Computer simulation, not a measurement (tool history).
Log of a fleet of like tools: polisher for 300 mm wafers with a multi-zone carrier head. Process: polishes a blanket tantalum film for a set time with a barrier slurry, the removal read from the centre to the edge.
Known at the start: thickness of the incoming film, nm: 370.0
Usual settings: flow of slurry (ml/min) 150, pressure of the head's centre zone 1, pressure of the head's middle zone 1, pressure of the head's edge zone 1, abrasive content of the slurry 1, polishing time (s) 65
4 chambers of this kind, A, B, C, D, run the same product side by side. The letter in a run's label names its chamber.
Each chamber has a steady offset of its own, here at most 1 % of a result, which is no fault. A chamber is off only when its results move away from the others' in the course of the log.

run	hour	flow of slurry (ml/min)	pressure of the head's centre zone	pressure of the head's middle zone	pressure of the head's edge zone	abrasive content of the slurry	polishing time (s)	film removed at the wafer's centre (Å)	film removed at mid-radius (Å)	film removed at the wafer's edge (Å)
1C	5.3	150	1	1	1	1	65	778.97	782.55	786.39
2B	10.9	150	1	1	1	1	65	765.17	766.62	767.96
# hour 19.5: chamber C: worn pad replaced by a new one
3D	20.1	150	1	1	1	1	65	766.04	776.97	769.36
4A	29.2	150	1	1	1	1	65	764.43	752.55	760.31
# hour 31.9: chamber C: centre zone pressure recalibrated
# hour 32: chamber B: slurry nozzle cleaned
5D	33.7	150	1	1	1	1	65	770.62	779.53	775.02
# hour 36.4: chamber B: worn pad replaced by a new one
6B	39	150	1	1	1	1	65	770.37	770.83	797.45
7A	44.9	150	1.06	1	1	1	78	964.83	924.53	923.45
8C	49.8	150	1.06	1	1	1	78	963.37	928.38	921.04
9B	56.7	150	1.06	1	1	1	78	978.8	904.75	931.6
10C	61.7	150	1.06	1	1	1	78	988.5	918.96	933.37
# hour 68.9: chamber D: worn pad replaced by a new one
11A	71	150	1	1	1	1	65	756.19	767.77	765.18
12D	78.2	125	1	1	1	1	47	524.41	531.57	551.18
13D	87.5	125	1	1	1	1	47	516.24	540.53	537.92
# hour 93.4: chamber C: worn pad replaced by a new one
14C	95	125	1	1	1	1	47	535.38	536.87	543.3
# hour 96.7: chamber A: worn pad replaced by a new one
15A	102.2	125	1	1	1	1	47	519.86	533.86	542.68
16B	107.4	150	1	1	1	1	65	756.71	756.04	757.66
17B	114.7	150	1	1	1	0.8	65	715.43	713.73	720.78
18D	122	150	1	1	1	0.8	65	682.03	713.65	714.6
19C	126.6	150	1	1	1	0.8	65	717.1	715.3	713.6
20A	131.3	150	1	1	1	0.8	65	708.49	710	704.54
21B	138.5	150	1	1	1	1	65	767.34	763.98	785.48
# hour 139.9: chamber D: worn pad replaced by a new one
# hour 144: chamber C: slurry nozzle cleaned
22C	146.6	150	1	1	1	1	65	763.97	766.06	768.22
23A	152.6	150	1	1	1	1	65	766.29	765.46	771.15
24D	157.9	150	1	1	1	1	65	702.32	765.02	778.09
25D	166.8	150	1	1	1	1	65	695.57	769.63	767.37

Next, every chamber runs the same settings. What will each give?
26A	173.7	150	1	1	1	1	65	?	?	?
26B	173.7	150	1	1	1	1	65	?	?	?
26C	173.7	150	1	1	1	1	65	?	?	?
26D	173.7	150	1	1	1	1	65	?	?	?

run	film removed at the wafer's centre (Å)	film removed at mid-radius (Å)	film removed at the wafer's edge (Å)
26A	769.57	755.63	775.04
26B	769.33	765.59	786.25
26C	758.39	769.76	768.97
26D	693.08	777.01	762.07
